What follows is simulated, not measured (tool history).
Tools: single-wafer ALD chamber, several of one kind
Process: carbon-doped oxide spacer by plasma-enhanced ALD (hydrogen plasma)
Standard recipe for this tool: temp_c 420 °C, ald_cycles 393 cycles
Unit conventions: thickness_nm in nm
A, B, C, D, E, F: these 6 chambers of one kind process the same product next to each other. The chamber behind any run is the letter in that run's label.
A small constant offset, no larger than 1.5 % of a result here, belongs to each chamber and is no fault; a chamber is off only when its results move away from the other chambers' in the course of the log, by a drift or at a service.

| run | hour | temp_c | ald_cycles | hours since the last thermocouple change | read-back reference wafer on the same gauge, thickness_nm | thickness_nm |
|---|---|---|---|---|---|---|
| 1B | 9.6 | 420 | 393 | 1486.8 | 15.199 | 18.648 |
| 2D | 16.2 | 420 | 393 | 1270.2 | 15.193 | 18.450 |
| 3F | 22.9 | 420 | 393 | 961.3 | 15.198 | 18.477 |
| 4C | 29.7 | 420 | 393 | 2332.6 | 15.196 | 18.294 |
| 5E | 38.6 | 420 | 393 | 694.5 | 15.191 | 18.369 |
| 6A | 45.8 | 420 | 393 | 1719.1 | 15.192 | 18.580 |
| 7B | 51.9 | 420 | 393 | 1529.1 | 15.192 | 18.642 |
| 8C | 59.2 | 420 | 393 | 2362.1 | 15.182 | 18.369 |
| 9F | 66.6 | 420 | 393 | 1005.0 | 15.184 | 18.459 |
| 10A | 72.7 | 420 | 393 | 1746.0 | 15.189 | 18.585 |
| 11E | 81.4 | 420 | 393 | 737.3 | 15.184 | 18.401 |
| 12D | 93.6 | 420 | 393 | 1347.6 | 15.182 | 18.427 |
| 13B | 105.7 | 420 | 393 | 1582.9 | 15.183 | 18.634 |
| 14F | 112.4 | 420 | 393 | 1050.8 | 15.173 | 18.452 |
| 15A | 120.6 | 420 | 393 | 1793.9 | 15.177 | 18.531 |
| 16C | 132.7 | 420 | 393 | 2435.6 | 15.175 | 18.308 |
| 17D | 140.1 | 420 | 393 | 1394.1 | 15.170 | 18.419 |
| 18E | 149.9 | 420 | 393 | 805.8 | 15.167 | 18.337 |
| 19F | 158.5 | 420 | 393 | 1096.9 | 15.169 | 18.407 |
| 20D | 169.6 | 420 | 393 | 1423.6 | 15.166 | 18.395 |
| 21A | 176.2 | 420 | 393 | 1849.5 | 15.164 | 18.539 |
| 22B | 188.6 | 420 | 393 | 1665.8 | 15.165 | 18.623 |
|  | 193.0 | chamber D: thermocouple changed; heater temperature recalibrated |
| 23E | 199.5 | 420 | 393 | 855.4 | 15.161 | 18.339 |
| 24C | 207.5 | 420 | 393 | 2510.4 | 15.162 | 18.270 |
| 25A | 213.1 | 420 | 393 | 1886.4 | 15.160 | 18.532 |
| 26E | 221.7 | 420 | 393 | 877.6 | 15.155 | 18.365 |
| 27D | 229.4 | 420 | 393 | 36.4 | 15.155 | 18.393 |
| 28B | 239.2 | 420 | 393 | 1716.4 | 15.154 | 18.598 |
| 29C | 249.7 | 420 | 358 | 2552.6 | 15.144 | 16.646 |
| 30F | 261.7 | 420 | 358 | 1200.1 | 15.151 | 16.784 |
| 31A | 271.7 | 420 | 358 | 1945.0 | 15.149 | 16.892 |
| 32C | 282.6 | 420 | 358 | 2585.5 | 15.140 | 16.660 |
| 33D | 290.4 | 420 | 358 | 97.4 | 15.140 | 16.761 |
| 34B | 303.0 | 420 | 358 | 1780.2 | 15.142 | 16.952 |
| 35E | 309.3 | 420 | 393 | 965.2 | 15.140 | 18.344 |
| 36F | 319.4 | 420 | 393 | 1257.8 | 15.140 | 18.388 |
| 37D | 326.7 | 420 | 393 | 133.7 | 15.138 | 18.369 |
| 38F | 338.9 | 420 | 393 | 1277.3 | 15.130 | 18.392 |
| 39E | 350.6 | 420 | 393 | 1006.5 | 15.133 | 18.328 |
| 40A | 361.3 | 420 | 393 | 2034.6 | 15.128 | 18.472 |
| 41C | 372.0 | 420 | 393 | 2674.9 | 15.121 | 18.261 |
| 42B | 380.8 | 420 | 393 | 1858.0 | 15.126 | 18.569 |

Predict what each chamber gives when all 6 of them run the settings below next.
| 43A | 389.8 | 420 | 393 |  |  | ? |
| 43B | 389.8 | 420 | 393 |  |  | ? |
| 43C | 389.8 | 420 | 393 |  |  | ? |
| 43D | 389.8 | 420 | 393 |  |  | ? |
| 43E | 389.8 | 420 | 393 |  |  | ? |
| 43F | 389.8 | 420 | 393 |  |  | ? |

| run | thickness_nm |
|---|---|
| 43A | 18.520 |
| 43B | 18.587 |
| 43C | 18.233 |
| 43D | 18.385 |
| 43E | 18.292 |
| 43F | 18.361 |

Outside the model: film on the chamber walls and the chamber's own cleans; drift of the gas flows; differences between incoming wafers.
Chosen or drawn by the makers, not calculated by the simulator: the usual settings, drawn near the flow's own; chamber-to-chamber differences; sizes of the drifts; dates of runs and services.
